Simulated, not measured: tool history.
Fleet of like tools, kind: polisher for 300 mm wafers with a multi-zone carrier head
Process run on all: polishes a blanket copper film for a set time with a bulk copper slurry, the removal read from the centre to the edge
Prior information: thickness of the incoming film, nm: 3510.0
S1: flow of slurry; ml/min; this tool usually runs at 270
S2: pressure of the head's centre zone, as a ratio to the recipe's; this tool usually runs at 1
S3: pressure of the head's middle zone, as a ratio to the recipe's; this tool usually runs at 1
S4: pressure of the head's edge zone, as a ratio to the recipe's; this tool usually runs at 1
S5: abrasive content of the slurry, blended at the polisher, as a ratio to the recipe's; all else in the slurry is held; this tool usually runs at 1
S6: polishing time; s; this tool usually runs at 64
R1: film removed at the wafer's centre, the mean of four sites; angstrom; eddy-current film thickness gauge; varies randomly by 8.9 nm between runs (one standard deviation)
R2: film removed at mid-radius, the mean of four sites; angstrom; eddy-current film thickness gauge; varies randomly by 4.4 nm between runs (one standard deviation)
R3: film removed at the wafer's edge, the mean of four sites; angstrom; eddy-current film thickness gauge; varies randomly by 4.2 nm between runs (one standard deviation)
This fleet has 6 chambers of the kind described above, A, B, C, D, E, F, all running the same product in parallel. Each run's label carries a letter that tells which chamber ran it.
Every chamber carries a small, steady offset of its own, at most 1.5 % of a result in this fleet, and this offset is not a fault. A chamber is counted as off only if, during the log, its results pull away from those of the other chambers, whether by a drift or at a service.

run,day,S1,S2,S3,S4,S5,S6,R1,R2,R3
# day 0.046: chamber F: centre zone pressure recalibrated
1D,0.142,270,1,1,1,1,64,6586.1,6645.9,6642.4
2A,0.267,270,1,1,1,1,64,6686.6,6666.4,6579
3F,0.408,270,1,1,1,1,64,6602.6,6561.2,6643.5
4E,0.525,270,1,1,1,1,64,6848.2,6728.5,6563.7
5C,0.617,270,1,1,1,1,53,5435.5,5452.9,5598.7
6B,0.804,270,1,1,1,1,53,5501.5,5472.3,5512.3
7D,0.912,270,1,1,1,1,53,5544.8,5518.3,5550
8B,1.112,270,1,1,1,1,53,5361.7,5461.4,5524
9A,1.267,270,1,1,1,1,53,5323.4,5514,5519.8
# day 1.304: chamber B: worn pad replaced by a new one
10C,1.417,270,1,1,1,1,53,5338.5,5438.7,5535.3
11E,1.612,270,1,1.04,1,1,64,6514.9,6849.1,6558.2
# day 1.758: chamber D: worn pad replaced by a new one
12F,1.808,270,1,1.04,1,1,64,6512.7,6775.4,6522.8
# day 1.938: chamber F: worn pad replaced by a new one
13D,1.996,270,1,1.04,1,1,64,6675.9,6951.7,6650
14C,2.133,270,1,1.04,1,1,64,6606,6782.2,6672.3
15E,2.262,270,1,1.04,1,1,64,6373.8,6743.6,6483.7
# day 2.279: chamber C: worn pad replaced by a new one
# day 2.396: chamber E: centre zone pressure recalibrated
16B,2.438,270,1,1.04,1,1,64,6608.2,6893.5,6628.9
17F,2.642,270,1,1,1,1,64,6699,6561.6,6595.8
18A,2.775,270,1,1,1,1,64,6502.8,6662.7,6630.4
19B,2.967,270,1,1,1,1,64,6421.6,6595.4,6635.4
20C,3.1,270,1,1,1,1,64,6611.6,6515.2,6627.6
21F,3.208,270,1,1,1,1,64,6656.9,6607.7,6589.3
22A,3.388,270,1,1.09,1,1,64,6700.9,7267,6568.5
23D,3.583,270,1,1.09,1,1,64,6731.9,7224.8,6644.9
# day 3.621: chamber B: worn pad replaced by a new one
24E,3.721,270,1,1.09,1,1,64,6289.3,6890.5,6321.4
25D,3.85,270,1,1.09,1,1,64,6771.7,7186.4,6624.4
26C,3.988,270,1,1.09,1,1,64,6401.5,7047.8,6598
27B,4.083,270,1,1.09,1,1,64,6724.9,7197,6629.1
28E,4.192,270,1,1,1,1,64,6357.8,6297.7,6224.5
29A,4.375,270,1,1,1,1,64,6498.1,6682.1,6590.9
# day 4.471: chamber D: worn pad replaced by a new one
30F,4.571,270,1,1,1,1,64,6684.1,6497.5,6626.2
31B,4.717,270,1,1,1,1,64,6699.6,6542.2,6690.3
32F,4.812,270,1,1,1,1,64,6553,6579.5,6641.1
33A,5.004,270,1,1,1,1,64,6375,6636.1,6665.9
# day 5.108: chamber B: centre zone pressure recalibrated
# day 5.179: chamber F: worn pad replaced by a new one
34C,5.221,270,1,1,1,1,64,6414.9,6518.9,6651.1
# day 5.233: chamber A: worn pad replaced by a new one
35D,5.371,270,1,1,1,1,64,6803.7,6630.7,6729.4
# day 5.512: chamber B: worn pad replaced by a new one
36E,5.562,270,1,1,1,1,64,6227.1,6176.1,6088.5
37B,5.754,270,1,1,1,1,64,6565.1,6621,6670.6
38F,5.875,270,1,1,1,1,64,6608.4,6538.6,6649.6
39D,6,270,1,1,1,1,64,6604,6670.8,6668.5
40E,6.142,270,1,1,1,0.9,64,5926.3,6009.7,5840.4
41A,6.275,270,1,1,1,0.9,64,6401,6563.2,6493.9

All chambers now run identical settings, listed one chamber a line with results as question marks. What results will each chamber show?
42A,6.429,270,1,1.08,1,1,64,?,?,?
42B,6.429,270,1,1.08,1,1,64,?,?,?
42C,6.429,270,1,1.08,1,1,64,?,?,?
42D,6.429,270,1,1.08,1,1,64,?,?,?
42E,6.429,270,1,1.08,1,1,64,?,?,?
42F,6.429,270,1,1.08,1,1,64,?,?,?

run,R1,R2,R3
42A,6697.1,7106.6,6628.1
42B,6716.6,7077.4,6631.3
42C,6550.9,7028.1,6678.7
42D,6773.2,7195.7,6565.2
42E,5954.7,6475.8,5980.2
42F,6767.6,7025.7,6656.8

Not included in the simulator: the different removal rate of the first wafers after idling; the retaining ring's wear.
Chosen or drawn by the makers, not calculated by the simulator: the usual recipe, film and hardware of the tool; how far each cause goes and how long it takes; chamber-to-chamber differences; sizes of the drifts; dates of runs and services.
